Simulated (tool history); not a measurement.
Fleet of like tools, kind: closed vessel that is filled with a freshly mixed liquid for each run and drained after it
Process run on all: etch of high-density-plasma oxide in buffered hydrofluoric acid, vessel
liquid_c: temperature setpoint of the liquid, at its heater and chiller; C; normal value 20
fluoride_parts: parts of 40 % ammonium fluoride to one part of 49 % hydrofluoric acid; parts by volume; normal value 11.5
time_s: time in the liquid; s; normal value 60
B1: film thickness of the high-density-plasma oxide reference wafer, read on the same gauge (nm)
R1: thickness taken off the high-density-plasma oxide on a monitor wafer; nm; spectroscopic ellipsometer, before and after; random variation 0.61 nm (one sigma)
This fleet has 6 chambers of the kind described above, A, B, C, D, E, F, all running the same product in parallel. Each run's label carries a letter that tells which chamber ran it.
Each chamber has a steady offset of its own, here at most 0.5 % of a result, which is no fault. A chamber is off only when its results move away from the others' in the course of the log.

{"run": "1D", "hour": 3.8, "liquid_c": 20, "fluoride_parts": 11.5, "time_s": 60, "B1": 50.024, "R1": 67.332}
{"run": "2A", "hour": 6.9, "liquid_c": 20, "fluoride_parts": 11.5, "time_s": 60, "B1": 49.986, "R1": 66.896}
{"run": "3F", "hour": 10.7, "liquid_c": 20, "fluoride_parts": 11.5, "time_s": 60, "B1": 49.991, "R1": 66.399}
{"run": "4C", "hour": 15.2, "liquid_c": 20, "fluoride_parts": 11.5, "time_s": 60, "B1": 50.033, "R1": 65.899}
{"run": "5E", "hour": 19.3, "liquid_c": 20, "fluoride_parts": 11.5, "time_s": 60, "B1": 49.985, "R1": 67.052}
{"hour": 21.8, "done": "chamber C: thermometer replaced"}
{"run": "6B", "hour": 22.2, "liquid_c": 20, "fluoride_parts": 11.5, "time_s": 60, "B1": 50.001, "R1": 67.418}
{"run": "7A", "hour": 26.1, "liquid_c": 23.5, "fluoride_parts": 8.5, "time_s": 60, "B1": 49.988, "R1": 105.06}
{"run": "8E", "hour": 29.2, "liquid_c": 23.5, "fluoride_parts": 8.5, "time_s": 60, "B1": 50.016, "R1": 105.61}
{"run": "9B", "hour": 33.6, "liquid_c": 23.5, "fluoride_parts": 8.5, "time_s": 60, "B1": 50.001, "R1": 104.35}
{"run": "10D", "hour": 35.9, "liquid_c": 23.5, "fluoride_parts": 8.5, "time_s": 60, "B1": 50.018, "R1": 105.75}
{"run": "11C", "hour": 39.0, "liquid_c": 23.5, "fluoride_parts": 8.5, "time_s": 60, "B1": 50.011, "R1": 104.18}
{"run": "12F", "hour": 42.1, "liquid_c": 23.5, "fluoride_parts": 8.5, "time_s": 60, "B1": 50.007, "R1": 103.24}
{"run": "13B", "hour": 44.2, "liquid_c": 20, "fluoride_parts": 11.5, "time_s": 60, "B1": 49.985, "R1": 66.706}
{"run": "14F", "hour": 47.6, "liquid_c": 20, "fluoride_parts": 16, "time_s": 60, "B1": 50.001, "R1": 48.374}
{"run": "15A", "hour": 50.7, "liquid_c": 20, "fluoride_parts": 16, "time_s": 60, "B1": 50.017, "R1": 48.981}
{"run": "16E", "hour": 53.1, "liquid_c": 20, "fluoride_parts": 16, "time_s": 60, "B1": 49.997, "R1": 47.479}
{"run": "17D", "hour": 55.9, "liquid_c": 20, "fluoride_parts": 16, "time_s": 60, "B1": 49.995, "R1": 48.557}
{"run": "18C", "hour": 58.2, "liquid_c": 20, "fluoride_parts": 16, "time_s": 60, "B1": 50.013, "R1": 48.503}
{"run": "19D", "hour": 62.0, "liquid_c": 20, "fluoride_parts": 16, "time_s": 60, "B1": 49.994, "R1": 48.527}
{"run": "20F", "hour": 65.8, "liquid_c": 20, "fluoride_parts": 11.5, "time_s": 60, "B1": 50.032, "R1": 67.538}
{"run": "21C", "hour": 69.1, "liquid_c": 20, "fluoride_parts": 11.5, "time_s": 60, "B1": 49.998, "R1": 66.644}
{"run": "22B", "hour": 72.0, "liquid_c": 20, "fluoride_parts": 11.5, "time_s": 60, "B1": 50.002, "R1": 67.808}
{"run": "23A", "hour": 74.0, "liquid_c": 20, "fluoride_parts": 9, "time_s": 60, "B1": 50.032, "R1": 81.418}
{"run": "24E", "hour": 78.1, "liquid_c": 20, "fluoride_parts": 9, "time_s": 60, "B1": 49.991, "R1": 79.591}
{"run": "25D", "hour": 82.6, "liquid_c": 20, "fluoride_parts": 9, "time_s": 60, "B1": 49.99, "R1": 81.178}
{"run": "26E", "hour": 86.0, "liquid_c": 20, "fluoride_parts": 9, "time_s": 60, "B1": 49.999, "R1": 77.847}
{"run": "27C", "hour": 88.8, "liquid_c": 20, "fluoride_parts": 9, "time_s": 60, "B1": 49.995, "R1": 81.198}
{"run": "28B", "hour": 92.6, "liquid_c": 20, "fluoride_parts": 9, "time_s": 60, "B1": 50.002, "R1": 81.073}
{"run": "29F", "hour": 97.1, "liquid_c": 20, "fluoride_parts": 8.5, "time_s": 95, "B1": 50.022, "R1": 138.45}
{"run": "30A", "hour": 100.8, "liquid_c": 20, "fluoride_parts": 8.5, "time_s": 95, "B1": 49.99, "R1": 136.19}
{"run": "31A", "hour": 103.1, "liquid_c": 20, "fluoride_parts": 8.5, "time_s": 95, "B1": 49.99, "R1": 135.28}
{"run": "32F", "hour": 105.3, "liquid_c": 20, "fluoride_parts": 8.5, "time_s": 95, "B1": 49.993, "R1": 138.1}
{"run": "33C", "hour": 108.0, "liquid_c": 20, "fluoride_parts": 8.5, "time_s": 95, "B1": 49.982, "R1": 136.18}
{"run": "34B", "hour": 111.0, "liquid_c": 20, "fluoride_parts": 8.5, "time_s": 95, "B1": 50, "R1": 136.27}
{"run": "35D", "hour": 115.5, "liquid_c": 20, "fluoride_parts": 11.5, "time_s": 60, "B1": 50.009, "R1": 66.949}
{"run": "36E", "hour": 118.4, "liquid_c": 20, "fluoride_parts": 11.5, "time_s": 60, "B1": 50.011, "R1": 61.881}

What goes on in this fleet: one chamber off, a drifting gauge, or nothing beyond the chambers' own small offsets? Name the chamber and the cause, if any.

One chamber, E, drifts off from the rest bit by bit.
Cause: liquid colder than its thermometer reads (K) = 1.24.
From this log alone, it may not be told apart from: hydrofluoric acid flow below the setpoint (%).

Below are 4 candidate recipes for chamber E's next run, each the usual settings with a change, their results shown as question marks. Which of them brings E's results back in line with what the other chambers give on the usual settings?
In line means no further than this from the other chambers' mean on the usual settings: R1 2.1 nm
{"run": "37E-1", "hour": 121.8, "liquid_c": 19.5, "fluoride_parts": 12, "time_s": 60, "R1": "?"}
{"run": "37E-2", "hour": 121.8, "liquid_c": 20, "fluoride_parts": 11, "time_s": 65, "R1": "?"}
{"run": "37E-3", "hour": 121.8, "liquid_c": 20, "fluoride_parts": 11.5, "time_s": 65, "R1": "?"}
{"run": "37E-4", "hour": 121.8, "liquid_c": 19.5, "fluoride_parts": 11.5, "time_s": 55, "R1": "?"}

The mean the other chambers reach with the usual settings: R1 66.998 nm
run=37E-1 R1=58.784
run=37E-2 R1=71.247
run=37E-3 R1=68.238
run=37E-4 R1=56.162
Change 37E-3 lands the chamber within the allowed miss of the other chambers.
